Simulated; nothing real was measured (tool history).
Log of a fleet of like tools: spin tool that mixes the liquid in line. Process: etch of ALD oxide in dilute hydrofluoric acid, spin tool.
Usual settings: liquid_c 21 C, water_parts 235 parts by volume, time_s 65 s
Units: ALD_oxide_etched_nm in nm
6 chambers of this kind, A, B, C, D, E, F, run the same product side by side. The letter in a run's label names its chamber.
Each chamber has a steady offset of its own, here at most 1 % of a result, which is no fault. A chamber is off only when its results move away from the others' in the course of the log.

| run | hour | liquid_c | water_parts | time_s | read-back film thickness of the ALD oxide reference wafer, read on the same gauge (nm) | ALD_oxide_etched_nm |
|---|---|---|---|---|---|---|
| 1D | 4.6 | 21 | 235 | 65 | 59.986 | 5.0352 |
| 2F | 8.9 | 21 | 235 | 65 | 60.009 | 4.9636 |
| 3E | 13.8 | 21 | 235 | 65 | 60.001 | 5.0447 |
| 4A | 17.8 | 21 | 235 | 65 | 60.015 | 5.0763 |
| 5B | 22.7 | 21 | 235 | 65 | 59.976 | 5.0631 |
| 6C | 25.1 | 21 | 235 | 65 | 59.972 | 5.0789 |
| 7D | 30.1 | 21 | 235 | 65 | 60.017 | 4.9598 |
| 8A | 35.2 | 21 | 235 | 65 | 60.003 | 5.0107 |
| 9B | 38.9 | 21 | 235 | 65 | 60.001 | 5.0262 |
| 10F | 43.3 | 21 | 235 | 65 | 59.973 | 5.0789 |
| 11C | 46.3 | 21 | 235 | 65 | 60.013 | 5.003 |
| 12E | 49.6 | 21 | 235 | 65 | 60.013 | 5.0227 |
| 13D | 53.9 | 21 | 235 | 65 | 59.99 | 5.0756 |
| 14C | 57.4 | 21 | 235 | 65 | 59.989 | 4.9748 |
| 15E | 62.3 | 21 | 235 | 65 | 60.006 | 5.0781 |
| 16A | 65.8 | 21 | 235 | 65 | 59.999 | 5.034 |
| 17B | 69.9 | 22.5 | 325 | 65 | 60.008 | 3.5089 |
| 18F | 74 | 22.5 | 325 | 65 | 59.982 | 3.4627 |
| 19B | 76.9 | 22.5 | 325 | 65 | 59.99 | 3.516 |
| 20E | 79.6 | 22.5 | 325 | 65 | 60.012 | 3.4906 |
| 21D | 81.9 | 22.5 | 325 | 65 | 60.002 | 3.3875 |
| 22F | 86.5 | 22.5 | 325 | 65 | 59.973 | 3.525 |
| 23C | 89.7 | 18 | 235 | 80 | 60.033 | 5.4293 |
| 24A | 94.7 | 18 | 235 | 80 | 60.012 | 5.5492 |
| 25E | 98.3 | 18 | 235 | 80 | 59.992 | 5.5143 |
| 26B | 102.7 | 18 | 235 | 80 | 59.985 | 5.517 |
| 27A | 107.7 | 18 | 235 | 80 | 59.987 | 5.6049 |
| 28D | 112.2 | 18 | 235 | 80 | 60.012 | 5.2641 |
| 29C | 115 | 21 | 235 | 65 | 60.025 | 4.9939 |
| 30F | 118.2 | 21 | 235 | 65 | 60.012 | 4.9829 |
| 31D | 121.6 | 21 | 235 | 65 | 59.996 | 4.7608 |
| 32B | 126.2 | 21 | 235 | 65 | 59.996 | 4.9504 |
| 33F | 128.7 | 21 | 235 | 95 | 59.985 | 7.2707 |
| 34A | 133.7 | 21 | 235 | 95 | 59.994 | 7.3782 |
| 35E | 137.4 | 21 | 235 | 95 | 60.011 | 7.3026 |
| 36C | 140 | 21 | 235 | 95 | 60.012 | 7.3983 |
| 37F | 143 | 21 | 235 | 95 | 59.99 | 7.3339 |
| 38E | 146.9 | 21 | 235 | 95 | 60 | 7.4062 |
| 39A | 150.7 | 21 | 235 | 65 | 60.005 | 5.11 |
| 40D | 154.6 | 21 | 235 | 65 | 59.985 | 4.6712 |
| 41B | 158.3 | 21 | 235 | 65 | 60.012 | 4.9665 |
| 42C | 161.6 | 21 | 235 | 65 | 59.99 | 5.041 |

What goes on in this fleet: one chamber off, a drifting gauge, or nothing beyond the chambers' own small offsets? Name the chamber and the cause, if any.

Chamber D drifts away from the others.
Cause: hydrofluoric acid flow below the setpoint (%) = 6.51.
The log may not tell that from: liquid colder than its thermometer reads (K).

Here are 4 candidates for chamber D's next run, each the usual settings with a change, their results left as question marks. Which one brings its results back in line with what the others give on the usual settings?
In line means no further than this from the other chambers' mean on the usual settings: ALD_oxide_etched_nm 0.13 nm
| 43D-1 | 165.4 | 21 | 220 | 65 |  | ? |
| 43D-2 | 165.4 | 21 | 220 | 70 |  | ? |
| 43D-3 | 165.4 | 21 | 250 | 60 |  | ? |
| 43D-4 | 165.4 | 21 | 250 | 65 |  | ? |

The other chambers' mean on the usual settings: ALD_oxide_etched_nm 5.0282 nm
| run | ALD_oxide_etched_nm |
|---|---|
| 43D-1 | 4.9842 |
| 43D-2 | 5.3676 |
| 43D-3 | 3.9174 |
| 43D-4 | 4.2438 |
43D-1 brings the chamber back in line.
